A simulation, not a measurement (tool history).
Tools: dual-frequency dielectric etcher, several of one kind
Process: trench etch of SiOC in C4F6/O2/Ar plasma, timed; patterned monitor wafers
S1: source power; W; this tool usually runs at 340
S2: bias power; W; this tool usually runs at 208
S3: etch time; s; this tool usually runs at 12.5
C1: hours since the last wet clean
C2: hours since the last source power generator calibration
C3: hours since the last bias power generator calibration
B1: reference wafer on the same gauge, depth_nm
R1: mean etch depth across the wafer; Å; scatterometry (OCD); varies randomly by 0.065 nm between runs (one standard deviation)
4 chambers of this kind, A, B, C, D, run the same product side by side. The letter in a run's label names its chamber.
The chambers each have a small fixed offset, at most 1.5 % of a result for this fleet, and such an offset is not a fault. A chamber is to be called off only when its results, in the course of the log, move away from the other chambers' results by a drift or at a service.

Run 1B, day 0.192: usual settings; C1 189.7; C2 2331.1; C3 96.2; B1 26.812. Result: R1 255.09 Å.
Run 2C, day 0.338: usual settings; C1 399.3; C2 1583.7; C3 974.5; B1 26.792. Result: R1 256.42 Å.
Run 3D, day 0.438: usual settings; C1 229.7; C2 2185.6; C3 959.2; B1 26.788. Result: R1 251.63 Å.
Run 4A, day 0.583: usual settings; C1 423.8; C2 5085.4; C3 3141.4; B1 26.807. Result: R1 257.28 Å.
Run 5A, day 0.771: usual settings but S1 260 W, S2 171 W; C1 428.3; C2 5089.9; C3 3145.9; B1 26.790. Result: R1 217.69 Å.
Run 6B, day 0.854: usual settings but S1 260 W, S2 171 W; C1 205.6; C2 2347.0; C3 112.1; B1 26.807. Result: R1 216.30 Å.
Run 7D, day 1.012: usual settings but S1 260 W, S2 171 W; C1 243.5; C2 2199.4; C3 973.0; B1 26.799. Result: R1 213.81 Å.
Run 8C, day 1.188: usual settings but S1 260 W, S2 171 W; C1 419.7; C2 1604.1; C3 994.9; B1 26.788. Result: R1 216.11 Å.
Run 9A, day 1.329: usual settings; C1 441.7; C2 5103.3; C3 3159.3; B1 26.792. Result: R1 257.33 Å.
Run 10D, day 1.496: usual settings; C1 255.1; C2 2211.0; C3 984.6; B1 26.784. Result: R1 252.83 Å.
Run 11C, day 1.583: usual settings but S1 270 W; C1 429.2; C2 1613.6; C3 1004.4; B1 26.811. Result: R1 232.93 Å.
Run 12B, day 1.767: usual settings but S1 270 W; C1 227.5; C2 2368.9; C3 134.0; B1 26.802. Result: R1 233.76 Å.
Run 13D, day 1.958: usual settings but S1 270 W; C1 266.2; C2 2222.1; C3 995.7; B1 26.793. Result: R1 229.34 Å.
Run 14B, day 2.083: usual settings but S1 270 W; C1 235.1; C2 2376.5; C3 141.6; B1 26.812. Result: R1 234.37 Å.
Run 15C, day 2.258: usual settings; C1 445.4; C2 1629.8; C3 1020.6; B1 26.790. Result: R1 252.63 Å.
Run 16A, day 2.358: usual settings; C1 466.4; C2 5128.0; C3 3184.0; B1 26.801. Result: R1 257.03 Å.
Run 17C, day 2.471: usual settings; C1 450.5; C2 1634.9; C3 1025.7; B1 26.793. Result: R1 253.03 Å.
At day 2.508: chamber C: source power generator calibrated.
Run 18A, day 2.633: usual settings; C1 473.0; C2 5134.6; C3 3190.6; B1 26.796. Result: R1 257.40 Å.
Run 19B, day 2.817: usual settings; C1 252.7; C2 2394.1; C3 159.2; B1 26.798. Result: R1 255.60 Å.
Run 20D, day 2.933: usual settings; C1 289.6; C2 2245.5; C3 1019.1; B1 26.811. Result: R1 251.14 Å.
Run 21D, day 3.079: usual settings; C1 293.1; C2 2249.0; C3 1022.6; B1 26.803. Result: R1 252.79 Å.
Run 22B, day 3.167: usual settings; C1 261.1; C2 2402.5; C3 167.6; B1 26.810. Result: R1 256.82 Å.
Run 23A, day 3.258: usual settings; C1 488.0; C2 5149.6; C3 3205.6; B1 26.802. Result: R1 257.14 Å.
Run 24C, day 3.350: usual settings; C1 471.6; C2 20.2; C3 1046.8; B1 26.794. Result: R1 250.52 Å.
Run 25A, day 3.508: usual settings; C1 494.0; C2 5155.6; C3 3211.6; B1 26.810. Result: R1 256.84 Å.
Run 26D, day 3.688: usual settings; C1 307.7; C2 2263.6; C3 1037.2; B1 26.794. Result: R1 252.52 Å.
Run 27B, day 3.871: usual settings; C1 278.0; C2 2419.4; C3 184.5; B1 26.802. Result: R1 255.56 Å.
Run 28C, day 4.029: usual settings; C1 487.9; C2 36.5; C3 1063.1; B1 26.805. Result: R1 250.43 Å.
Run 29D, day 4.133: usual settings; C1 318.4; C2 2274.3; C3 1047.9; B1 26.797. Result: R1 252.32 Å.
Run 30A, day 4.238: usual settings; C1 511.5; C2 5173.1; C3 3229.1; B1 26.774. Result: R1 256.95 Å.
Run 31B, day 4.375: usual settings; C1 290.1; C2 2431.5; C3 196.6; B1 26.815. Result: R1 254.79 Å.
Run 32C, day 4.500: usual settings but S1 400 W; C1 499.2; C2 47.8; C3 1074.4; B1 26.788. Result: R1 264.68 Å.

One chamber off, gauge drift, or nothing amiss beyond the chambers' own small offsets? If it is a chamber, which one, and what is the likeliest cause?

Little by little, chamber C moves away from the other chambers.
Likeliest cause: etch rate under this chamber's usual, % = 3.19.

Chamber C could run next with any of the 4 candidate recipes listed below; each alters the usual settings, and their results appear as question marks. Which one brings its results back in line with what the other chambers deliver on the usual settings?
To be in line, a result may differ from the other chambers' mean on the usual settings by at most: R1 2.30 Å
Run 33C-1, day 4.638: usual settings but S1 330 W, S2 200 W. Result: R1 ?.
Run 33C-2, day 4.638: usual settings but S2 226 W. Result: R1 ?.
Run 33C-3, day 4.638: usual settings but S2 214 W. Result: R1 ?.
Run 33C-4, day 4.638: usual settings but S1 330 W. Result: R1 ?.

Other chambers, usual settings, mean: R1 255.20 Å
  run      R1
33C-1  242.48
33C-2  255.27
33C-3  250.73
33C-4  245.59
With 33C-2, the chamber falls back in line with the rest.
